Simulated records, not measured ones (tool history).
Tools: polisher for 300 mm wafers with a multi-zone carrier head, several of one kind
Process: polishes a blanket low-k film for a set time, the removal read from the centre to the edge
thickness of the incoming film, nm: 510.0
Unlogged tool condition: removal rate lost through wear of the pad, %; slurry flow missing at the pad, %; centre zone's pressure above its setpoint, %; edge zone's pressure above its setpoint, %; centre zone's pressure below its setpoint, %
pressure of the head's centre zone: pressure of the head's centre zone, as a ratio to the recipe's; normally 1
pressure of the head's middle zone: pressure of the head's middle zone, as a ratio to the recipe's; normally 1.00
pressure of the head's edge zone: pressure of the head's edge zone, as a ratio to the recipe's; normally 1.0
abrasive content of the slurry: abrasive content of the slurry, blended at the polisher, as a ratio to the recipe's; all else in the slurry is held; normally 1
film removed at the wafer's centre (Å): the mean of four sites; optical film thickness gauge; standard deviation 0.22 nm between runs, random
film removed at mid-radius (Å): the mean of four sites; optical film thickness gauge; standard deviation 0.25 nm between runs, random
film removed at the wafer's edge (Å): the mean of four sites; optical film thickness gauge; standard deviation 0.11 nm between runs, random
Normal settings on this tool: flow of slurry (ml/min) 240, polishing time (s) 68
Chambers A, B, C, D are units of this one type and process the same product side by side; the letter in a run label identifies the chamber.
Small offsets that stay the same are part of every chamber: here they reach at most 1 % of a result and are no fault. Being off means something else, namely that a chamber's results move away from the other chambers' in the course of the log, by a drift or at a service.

run,hour,flow of slurry (ml/min),pressure of the head's centre zone,pressure of the head's middle zone,pressure of the head's edge zone,abrasive content of the slurry,polishing time (s),wafers polished on this pad,hours since the slurry nozzle was cleaned,hours since the centre zone pressure was calibrated,hours since the edge zone pressure was calibrated,film removed at the wafer's centre (Å),film removed at mid-radius (Å),film removed at the wafer's edge (Å)
# hour 3.1: chamber C: centre zone pressure recalibrated
1C,7.1,240,1,1.00,1.0,1,68,281,740.7,4.1,405.7,167.36,174.19,173.47
2D,14.0,240,1,1.00,1.0,1,68,250,226.7,501.4,273.3,173.11,174.46,174.11
3B,18.1,240,1,1.00,1.0,1,68,431,869.4,938.5,874.1,169.36,172.88,171.64
4A,25.1,240,1,1.00,1.0,1,68,755,391.9,1311.5,662.8,170.34,171.52,169.63
5C,28.8,240,1,1.07,1.0,1,68,457,762.4,25.8,427.4,171.55,187.94,170.77
# hour 36.4: chamber C: edge zone pressure recalibrated
6A,36.6,240,1,1.07,1.0,1,68,848,403.4,1323.0,674.3,169.63,188.82,171.14
7D,40.9,240,1,1.07,1.0,1,68,470,253.6,528.3,300.2,171.72,183.93,174.90
# hour 44.1: chamber C: worn pad replaced by a new one
8B,46.4,240,1,1.07,1.0,1,68,662,897.7,966.8,902.4,172.07,183.25,170.44
# hour 47.9: chamber A: centre zone pressure recalibrated
9B,52.0,240,1,1.00,1.0,1,68,707,903.3,972.4,908.0,172.90,167.95,169.93
10C,59.3,240,1,1.00,1.0,1,68,124,792.9,56.3,22.9,175.36,172.80,171.63
11A,63.4,240,1,1.00,1.0,1,68,1067,430.2,15.5,701.1,170.83,171.03,169.15
# hour 65.2: chamber B: slurry nozzle cleaned
12D,67.0,240,1,1.00,1.0,1,68,682,279.7,554.4,326.3,172.79,175.86,175.09
13C,72.2,240,1,1.00,1.0,1,68,229,805.8,69.2,35.8,176.91,168.45,170.86
# hour 74.7: chamber D: worn pad replaced by a new one
14A,77.4,185,1,1.00,1.0,1,81,1181,444.2,29.5,715.1,199.39,194.80,199.66
15D,81.3,185,1,1.00,1.0,1,81,54,294.0,568.7,340.6,196.09,201.10,201.64
16B,88.1,185,1,1.00,1.0,1,81,1001,23.0,1008.5,944.1,194.84,192.69,197.91
17C,95.5,185,1,1.00,1.0,1,81,419,829.1,92.5,59.1,200.29,199.83,198.34
18B,101.4,240,1,1.00,1.0,1,68,1110,36.3,1021.8,957.4,171.91,166.54,172.70
19A,105.1,240,1,1.00,1.0,1,68,1406,471.9,57.2,742.8,169.17,171.26,170.06
20D,109.5,240,1,1.00,1.0,1,68,284,322.2,596.9,368.8,171.87,173.18,174.47
21B,116.3,240,1,1.00,1.0,1,68,1231,51.2,1036.7,972.3,170.96,174.20,170.77
# hour 119.7: chamber B: worn pad replaced by a new one
22A,121.2,240,1,1.00,1.0,1,68,1538,488.0,73.3,758.9,172.10,169.09,169.75
# hour 122.8: chamber C: worn pad replaced by a new one
23C,127.3,240,1,1.00,1.0,1,68,36,860.9,124.3,90.9,169.99,173.11,173.55
# hour 130.2: chamber A: worn pad replaced by a new one
24D,134.8,240,1,1.00,1.0,1,68,490,347.5,622.2,394.1,173.56,169.81,172.57
25B,141.1,240,1,1.00,1.0,1,68,174,76.0,1061.5,997.1,173.63,171.20,171.65
26A,148.7,240,1,1.00,1.0,1,68,150,515.5,100.8,786.4,167.83,171.42,172.81
# hour 152.0: chamber A: edge zone pressure recalibrated
# hour 154.2: chamber A: slurry nozzle cleaned
27C,155.9,240,1,0.95,1.1,1,68,269,889.5,152.9,119.5,169.68,167.24,181.82
28D,160.6,240,1,0.95,1.1,1,68,700,373.3,648.0,419.9,172.30,164.22,183.72
29D,167.6,240,1,0.95,1.1,1,68,757,380.3,655.0,426.9,173.28,165.55,181.93
30C,173.2,240,1,0.95,1.1,1,68,410,906.8,170.2,136.8,171.95,165.11,178.85
31B,179.7,240,1,1.00,1.0,1,68,489,114.6,1100.1,1035.7,170.37,170.84,170.24
32A,185.2,240,1,1.00,1.0,1,68,448,31.1,137.3,33.3,171.07,175.43,170.90
# hour 189.4: chamber D: worn pad replaced by a new one
33D,192.6,240,1,1.00,1.0,1,68,26,405.3,680.0,451.9,173.21,174.87,174.07

Has any chamber moved away from the others, gradually or after a service, or does the common gauge drift, or do the chambers differ only by their own small steady offsets? State the chamber and the most likely cause if one applies.

Beyond each chamber's small constant offset nothing stands out, and the gauge stays steady.

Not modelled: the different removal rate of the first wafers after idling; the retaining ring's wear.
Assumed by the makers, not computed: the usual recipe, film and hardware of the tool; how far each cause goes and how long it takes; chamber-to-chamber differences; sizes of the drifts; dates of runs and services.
